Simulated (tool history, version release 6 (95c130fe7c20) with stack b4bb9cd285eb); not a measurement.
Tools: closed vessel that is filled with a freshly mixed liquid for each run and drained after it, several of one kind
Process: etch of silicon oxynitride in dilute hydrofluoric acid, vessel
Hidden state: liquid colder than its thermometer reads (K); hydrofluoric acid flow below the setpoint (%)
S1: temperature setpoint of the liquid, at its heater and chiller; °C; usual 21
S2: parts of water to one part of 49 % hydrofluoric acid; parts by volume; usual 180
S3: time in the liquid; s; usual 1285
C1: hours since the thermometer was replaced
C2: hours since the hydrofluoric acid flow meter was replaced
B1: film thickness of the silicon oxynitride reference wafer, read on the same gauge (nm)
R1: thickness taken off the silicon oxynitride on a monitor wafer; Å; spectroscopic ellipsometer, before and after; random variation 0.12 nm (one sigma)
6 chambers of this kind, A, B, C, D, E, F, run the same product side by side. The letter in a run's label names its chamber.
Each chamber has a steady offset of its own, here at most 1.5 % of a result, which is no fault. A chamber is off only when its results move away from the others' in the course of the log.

| run | hour | S1 | S2 | S3 | C1 | C2 | B1 | R1 |
|---|---|---|---|---|---|---|---|---|
| 1E | 7.3 | 21 | 180 | 1285 | 1113.4 | 176.8 | 150.01 | 169.73 |
| 2A | 16.1 | 21 | 180 | 1285 | 152.9 | 1010.8 | 150.01 | 172.53 |
| 3C | 22.1 | 21 | 180 | 1285 | 1266.7 | 663.4 | 150.03 | 173.22 |
| 4F | 35 | 21 | 180 | 1285 | 881.5 | 425.7 | 149.99 | 173.39 |
|  | 47.3 | chamber A: hydrofluoric acid flow meter replaced |
| 5D | 47.7 | 21 | 180 | 1285 | 947.8 | 777.6 | 150 | 170.3 |
| 6B | 56.2 | 21 | 180 | 1285 | 451.7 | 461.3 | 150.02 | 171.49 |
| 7E | 66.6 | 21 | 180 | 1285 | 1172.7 | 236.1 | 150.01 | 170.4 |
| 8C | 74.7 | 21 | 180 | 1285 | 1319.3 | 716 | 149.99 | 170.99 |
| 9D | 82 | 21 | 180 | 1285 | 982.1 | 811.9 | 150 | 168.92 |
| 10B | 88.1 | 21 | 180 | 1285 | 483.6 | 493.2 | 149.99 | 171.31 |
| 11A | 101.6 | 21 | 180 | 1285 | 238.4 | 54.4 | 150.02 | 171.53 |
| 12F | 110.3 | 21 | 180 | 1285 | 956.8 | 501 | 150.02 | 168.9 |
| 13A | 118.2 | 21 | 235 | 1285 | 255 | 71 | 150.01 | 125.32 |
| 14B | 129.4 | 21 | 235 | 1285 | 524.9 | 534.5 | 149.99 | 128.66 |
| 15E | 140.1 | 21 | 235 | 1285 | 1246.2 | 309.6 | 150.02 | 126.2 |
| 16F | 151.3 | 21 | 235 | 1285 | 997.8 | 542 | 150 | 125.29 |
| 17D | 164.8 | 21 | 235 | 1285 | 1064.9 | 894.7 | 150 | 124.83 |
| 18C | 172.5 | 21 | 235 | 1285 | 1417.1 | 813.8 | 149.98 | 125.13 |
| 19B | 182.4 | 21 | 180 | 1285 | 577.9 | 587.5 | 150.02 | 173.48 |
| 20F | 190.2 | 21 | 180 | 1285 | 1036.7 | 580.9 | 150.01 | 169.38 |
| 21E | 203.6 | 21 | 180 | 1285 | 1309.7 | 373.1 | 150 | 169.71 |
| 22A | 216.2 | 21 | 180 | 1285 | 353 | 169 | 150.03 | 171.02 |
| 23C | 226.6 | 21 | 245 | 1285 | 1471.2 | 867.9 | 149.98 | 119.95 |
| 24D | 237.6 | 21 | 245 | 1285 | 1137.7 | 967.5 | 150 | 118.77 |
| 25A | 249.2 | 21 | 245 | 1285 | 386 | 202 | 150 | 120.49 |
|  | 253.5 | chamber B: hydrofluoric acid flow meter replaced |
| 26F | 258.6 | 21 | 245 | 1285 | 1105.1 | 649.3 | 150.01 | 115.2 |
| 27C | 266.7 | 21 | 245 | 1285 | 1511.3 | 908 | 149.99 | 120.48 |
|  | 270.5 | chamber D: hydrofluoric acid flow meter replaced |
| 28E | 275.8 | 21 | 245 | 1285 | 1381.9 | 445.3 | 149.99 | 120.62 |
| 29B | 285.7 | 21 | 180 | 1285 | 681.2 | 32.3 | 149.99 | 173.18 |
| 30D | 292.5 | 21 | 180 | 1285 | 1192.6 | 22.1 | 149.98 | 169.41 |
| 31B | 301.8 | 21 | 180 | 1285 | 697.3 | 48.4 | 149.98 | 172.07 |
| 32A | 310.4 | 21 | 180 | 1285 | 447.2 | 263.2 | 149.99 | 172.46 |
| 33C | 322.8 | 21 | 180 | 1285 | 1567.4 | 964.1 | 149.97 | 169.83 |
| 34E | 336.1 | 21 | 180 | 1285 | 1442.2 | 505.6 | 149.99 | 169.94 |
| 35F | 343.9 | 21 | 180 | 1285 | 1190.4 | 734.6 | 150 | 160.45 |
| 36D | 353.6 | 21 | 180 | 1285 | 1253.7 | 83.2 | 149.99 | 170.53 |
| 37A | 364.7 | 21 | 180 | 1285 | 501.5 | 317.5 | 150.02 | 169.32 |
| 38E | 376.2 | 21 | 180 | 1285 | 1482.3 | 545.7 | 149.97 | 171.33 |
| 39C | 388 | 21 | 180 | 1285 | 1632.6 | 1029.3 | 149.99 | 170.83 |
| 40F | 399.7 | 21 | 180 | 1285 | 1246.2 | 790.4 | 150.02 | 156.99 |
| 41B | 412.3 | 21 | 180 | 1285 | 807.8 | 158.9 | 150.01 | 171.36 |
| 42D | 418.7 | 21 | 180 | 1285 | 1318.8 | 148.3 | 149.99 | 169.86 |

What goes on in this fleet: one chamber off, a drifting gauge, or nothing beyond the chambers' own small offsets? Name the chamber and the cause, if any.

Chamber F drifts away from the others.
Cause: hydrofluoric acid flow below the setpoint (%) = 7.09.
The log may not tell that from: liquid colder than its thermometer reads (K).

Here are 4 candidates for chamber F's next run, each the usual settings with a change, their results left as question marks. Which one brings its results back in line with what the others give on the usual settings?
In line means no further than this from the other chambers' mean on the usual settings: R1 4.4 Å
| 43F-1 | 428.5 | 20.5 | 190 | 1285 |  |  |  | ? |
| 43F-2 | 428.5 | 21 | 190 | 1205 |  |  |  | ? |
| 43F-3 | 428.5 | 21 | 170 | 1370 |  |  |  | ? |
| 43F-4 | 428.5 | 23 | 180 | 1285 |  |  |  | ? |

The other chambers' mean on the usual settings: R1 171.11 Å
| run | R1 |
|---|---|
| 43F-1 | 144.81 |
| 43F-2 | 138.95 |
| 43F-3 | 179.51 |
| 43F-4 | 172.78 |
43F-4 brings the chamber back in line.
